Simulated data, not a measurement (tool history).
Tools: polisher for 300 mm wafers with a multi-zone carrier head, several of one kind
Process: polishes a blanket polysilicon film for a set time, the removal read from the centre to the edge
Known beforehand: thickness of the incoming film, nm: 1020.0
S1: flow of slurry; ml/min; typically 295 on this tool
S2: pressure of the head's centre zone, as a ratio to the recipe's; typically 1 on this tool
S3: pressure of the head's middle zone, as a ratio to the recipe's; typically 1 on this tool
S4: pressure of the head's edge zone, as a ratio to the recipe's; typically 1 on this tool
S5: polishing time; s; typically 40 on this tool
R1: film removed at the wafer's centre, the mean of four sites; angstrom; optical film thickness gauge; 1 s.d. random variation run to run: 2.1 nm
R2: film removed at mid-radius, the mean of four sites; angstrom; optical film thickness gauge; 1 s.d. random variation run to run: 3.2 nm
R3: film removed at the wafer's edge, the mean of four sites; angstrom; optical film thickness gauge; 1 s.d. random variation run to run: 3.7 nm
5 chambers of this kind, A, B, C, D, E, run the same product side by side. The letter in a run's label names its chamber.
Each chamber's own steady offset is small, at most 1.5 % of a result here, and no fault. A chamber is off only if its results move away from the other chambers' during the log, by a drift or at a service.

run 1A hour=5.7 | S1=295 S2=1 S3=1 S4=1 S5=40 | R1=3457.4 R2=3457.9 R3=3418.3
run 2D hour=13.4 | S1=295 S2=1 S3=1 S4=1 S5=40 | R1=3441.9 R2=3484.9 R3=3401.7
run 3E hour=18.2 | S1=295 S2=1 S3=1 S4=1 S5=40 | R1=3501.5 R2=3451.7 R3=3444.4
run 4B hour=24.2 | S1=295 S2=1 S3=1 S4=1 S5=40 | R1=3460.8 R2=3482.1 R3=3519.6
run 5C hour=28.8 | S1=295 S2=1 S3=1 S4=1 S5=40 | R1=3464 R2=3424.6 R3=3463.9
run 6E hour=34.4 | S1=295 S2=1.05 S3=1 S4=0.93 S5=40 | R1=3643.6 R2=3437.4 R3=3378
-- hour=36.9 chamber C: edge zone pressure recalibrated
run 7A hour=40.2 | S1=295 S2=1.05 S3=1 S4=0.93 S5=40 | R1=3650.8 R2=3432.9 R3=3318.4
-- hour=40.4 chamber E: worn pad replaced by a new one
-- hour=43.6 chamber A: worn pad replaced by a new one
run 8C hour=44.3 | S1=295 S2=1.05 S3=1 S4=0.93 S5=40 | R1=3620.3 R2=3444.1 R3=3324.2
run 9D hour=47.9 | S1=295 S2=1.05 S3=1 S4=0.93 S5=40 | R1=3607.3 R2=3427.7 R3=3420.9
run 10B hour=51.9 | S1=295 S2=1.05 S3=1 S4=0.93 S5=40 | R1=3670.1 R2=3457.6 R3=3330.3
run 11E hour=56.5 | S1=295 S2=1 S3=1 S4=1 S5=40 | R1=3445.4 R2=3365 R3=3500.4
run 12B hour=64.6 | S1=295 S2=1 S3=1 S4=1 S5=40 | R1=3466.4 R2=3463.1 R3=3505
run 13D hour=72 | S1=295 S2=1 S3=1 S4=1 S5=40 | R1=3431.3 R2=3532 R3=3442.1
-- hour=74 chamber A: slurry nozzle cleaned
-- hour=74.1 chamber D: worn pad replaced by a new one
-- hour=79.2 chamber C: worn pad replaced by a new one
run 14C hour=79.7 | S1=295 S2=1 S3=1 S4=1 S5=40 | R1=3420.1 R2=3475.4 R3=3486.3
run 15A hour=83.8 | S1=295 S2=1.06 S3=1 S4=1 S5=34 | R1=3157.7 R2=2956.7 R3=2982
-- hour=85 chamber B: worn pad replaced by a new one
run 16A hour=89.1 | S1=295 S2=1.06 S3=1 S4=1 S5=34 | R1=3154.9 R2=2919.1 R3=2983.2
run 17C hour=93.5 | S1=295 S2=1.06 S3=1 S4=1 S5=34 | R1=3134.4 R2=2966.2 R3=2869
run 18D hour=99.2 | S1=295 S2=1.06 S3=1 S4=1 S5=34 | R1=3107.6 R2=2958.5 R3=2963.4
run 19E hour=104.7 | S1=295 S2=1.06 S3=1 S4=1 S5=34 | R1=3170.4 R2=2895.1 R3=2897.7
run 20B hour=112.4 | S1=295 S2=1 S3=1 S4=1 S5=40 | R1=3501.2 R2=3478.5 R3=3449.3
-- hour=117.4 chamber D: centre zone pressure recalibrated
run 21A hour=118 | S1=295 S2=1 S3=1 S4=1 S5=40 | R1=3419.6 R2=3493.8 R3=3540.3
-- hour=119 chamber B: edge zone pressure recalibrated
-- hour=122.1 chamber E: slurry nozzle cleaned
run 22E hour=122.5 | S1=295 S2=1 S3=1 S4=1 S5=40 | R1=3506.7 R2=3435.4 R3=3412.3
run 23B hour=129.2 | S1=295 S2=1.1 S3=1 S4=1.04 S5=40 | R1=3882.2 R2=3511.2 R3=3552.6
run 24D hour=135.4 | S1=295 S2=1.1 S3=1 S4=1.04 S5=40 | R1=3815.9 R2=3492.1 R3=3543.3
-- hour=139.3 chamber A: worn pad replaced by a new one
run 25C hour=142.3 | S1=295 S2=1.1 S3=1 S4=1.04 S5=40 | R1=3779.4 R2=3488.9 R3=3540.9
-- hour=146.1 chamber E: worn pad replaced by a new one
run 26E hour=146.6 | S1=295 S2=1.1 S3=1 S4=1.04 S5=40 | R1=3883.5 R2=3477.7 R3=3514.3
run 27C hour=154 | S1=295 S2=1.1 S3=1 S4=1.04 S5=40 | R1=3770.6 R2=3468.6 R3=3558.1
run 28D hour=161.2 | S1=295 S2=1 S3=1 S4=1 S5=40 | R1=3465.8 R2=3487.3 R3=3475.5
run 29A hour=166.9 | S1=295 S2=1 S3=1 S4=1 S5=40 | R1=3392.3 R2=3542.1 R3=3427.3
run 30B hour=174.5 | S1=295 S2=1 S3=1 S4=1 S5=40 | R1=3472.1 R2=3492.7 R3=3455.9
-- hour=178.1 chamber C: worn pad replaced by a new one
run 31D hour=179.3 | S1=295 S2=1 S3=1 S4=1 S5=40 | R1=3444.2 R2=3448.6 R3=3444
run 32C hour=186.8 | S1=295 S2=1 S3=1 S4=1 S5=40 | R1=3420.4 R2=3447.8 R3=3474.1
run 33B hour=194.4 | S1=295 S2=1 S3=1 S4=1 S5=40 | R1=3479.6 R2=3542.3 R3=3536.3
run 34A hour=198.1 | S1=295 S2=1 S3=1 S4=1 S5=40 | R1=3350.7 R2=3505.3 R3=3464
run 35E hour=204.5 | S1=295 S2=0.93 S3=1 S4=1.06 S5=40 | R1=3234.8 R2=3443.1 R3=3598.9
run 36C hour=210 | S1=295 S2=0.93 S3=1 S4=1.06 S5=40 | R1=3208.3 R2=3437.1 R3=3533.8
run 37D hour=217.3 | S1=295 S2=0.93 S3=1 S4=1.06 S5=40 | R1=3192.8 R2=3502.4 R3=3507.8

Next, every chamber runs the same settings. What will each give?
run 38A hour=223.2 | S1=295 S2=1 S3=1 S4=1 S5=40 | R1=? R2=? R3=?
run 38B hour=223.2 | S1=295 S2=1 S3=1 S4=1 S5=40 | R1=? R2=? R3=?
run 38C hour=223.2 | S1=295 S2=1 S3=1 S4=1 S5=40 | R1=? R2=? R3=?
run 38D hour=223.2 | S1=295 S2=1 S3=1 S4=1 S5=40 | R1=? R2=? R3=?
run 38E hour=223.2 | S1=295 S2=1 S3=1 S4=1 S5=40 | R1=? R2=? R3=?

run=38A R1=3347.6 R2=3472.1 R3=3504.2
run=38B R1=3520.7 R2=3467 R3=3485.5
run=38C R1=3451.5 R2=3437.4 R3=3524.9
run=38D R1=3438.7 R2=3470.7 R3=3516.5
run=38E R1=3526.6 R2=3400.4 R3=3499.5
